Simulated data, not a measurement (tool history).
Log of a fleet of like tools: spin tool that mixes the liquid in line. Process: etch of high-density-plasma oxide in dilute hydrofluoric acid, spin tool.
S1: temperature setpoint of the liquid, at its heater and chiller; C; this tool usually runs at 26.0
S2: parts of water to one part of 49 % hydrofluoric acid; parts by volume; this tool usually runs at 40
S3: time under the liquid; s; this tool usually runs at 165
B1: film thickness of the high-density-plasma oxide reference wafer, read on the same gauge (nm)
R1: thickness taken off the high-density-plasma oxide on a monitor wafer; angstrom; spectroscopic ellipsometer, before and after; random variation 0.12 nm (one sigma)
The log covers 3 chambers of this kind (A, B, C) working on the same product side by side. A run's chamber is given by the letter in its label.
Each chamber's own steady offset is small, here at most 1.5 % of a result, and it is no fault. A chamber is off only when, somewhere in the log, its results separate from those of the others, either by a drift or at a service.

Run 1A, day 0.354: usual settings; B1 149.98. Result: R1 357.87 angstrom.
Run 2B, day 0.917: usual settings; B1 149.98. Result: R1 362.43 angstrom.
Run 3C, day 1.296: usual settings; B1 149.96. Result: R1 352.77 angstrom.
Run 4C, day 1.825: usual settings; B1 150.03. Result: R1 350.87 angstrom.
Run 5A, day 2.108: usual settings; B1 149.99. Result: R1 358.04 angstrom.
Run 6B, day 2.546: usual settings; B1 149.99. Result: R1 361.94 angstrom.
Run 7C, day 2.988: usual settings; B1 149.98. Result: R1 352.93 angstrom.
Run 8B, day 3.358: usual settings; B1 150.00. Result: R1 363.08 angstrom.
Run 9A, day 3.733: usual settings; B1 150.01. Result: R1 355.62 angstrom.
Run 10C, day 4.125: usual settings; B1 150.00. Result: R1 353.50 angstrom.
Run 11B, day 4.667: usual settings; B1 150.00. Result: R1 364.04 angstrom.
Run 12A, day 5.029: usual settings; B1 150.00. Result: R1 356.49 angstrom.
Run 13A, day 5.542: usual settings; B1 150.01. Result: R1 358.18 angstrom.
Run 14C, day 5.904: usual settings; B1 150.01. Result: R1 353.95 angstrom.
Run 15B, day 6.279: usual settings; B1 150.03. Result: R1 360.73 angstrom.
Run 16B, day 6.842: usual settings; B1 149.99. Result: R1 362.30 angstrom.
Run 17A, day 7.417: usual settings; B1 150.01. Result: R1 358.75 angstrom.
Run 18C, day 7.700: usual settings; B1 150.00. Result: R1 352.99 angstrom.
Run 19C, day 8.196: usual settings but S1 24.5 C; B1 149.99. Result: R1 329.78 angstrom.
Run 20B, day 8.750: usual settings but S1 24.5 C; B1 149.98. Result: R1 341.42 angstrom.
Run 21A, day 9.229: usual settings but S1 24.5 C; B1 150.00. Result: R1 338.14 angstrom.
Run 22B, day 9.725: usual settings; B1 149.99. Result: R1 362.16 angstrom.
Run 23C, day 10.292: usual settings but S1 30.0 C; B1 149.99. Result: R1 414.25 angstrom.
Run 24A, day 10.608: usual settings but S1 30.0 C; B1 150.02. Result: R1 420.18 angstrom.
Run 25C, day 11.029: usual settings but S1 30.0 C; B1 150.01. Result: R1 413.46 angstrom.
Run 26B, day 11.600: usual settings; B1 150.01. Result: R1 360.95 angstrom.
Run 27A, day 12.183: usual settings; B1 150.01. Result: R1 358.11 angstrom.
Run 28A, day 12.779: usual settings; B1 150.02. Result: R1 356.28 angstrom.
Run 29B, day 13.067: usual settings; B1 149.99. Result: R1 363.10 angstrom.
Run 30C, day 13.454: usual settings; B1 150.02. Result: R1 352.13 angstrom.
Run 31B, day 13.833: usual settings; B1 150.00. Result: R1 360.11 angstrom.
Run 32C, day 14.096: usual settings; B1 149.99. Result: R1 353.21 angstrom.
Run 33A, day 14.638: usual settings; B1 149.98. Result: R1 355.44 angstrom.
Run 34C, day 14.958: usual settings; B1 150.00. Result: R1 353.47 angstrom.

Read the log: is a single chamber off, either drifting away or since a service, is the gauge that measures every chamber drifting, or is nothing wrong beyond small per-chamber offsets? Name any odd chamber and what most likely caused it.

Neither any chamber nor the gauge drifts; the chambers differ only by their own small, steady offsets.

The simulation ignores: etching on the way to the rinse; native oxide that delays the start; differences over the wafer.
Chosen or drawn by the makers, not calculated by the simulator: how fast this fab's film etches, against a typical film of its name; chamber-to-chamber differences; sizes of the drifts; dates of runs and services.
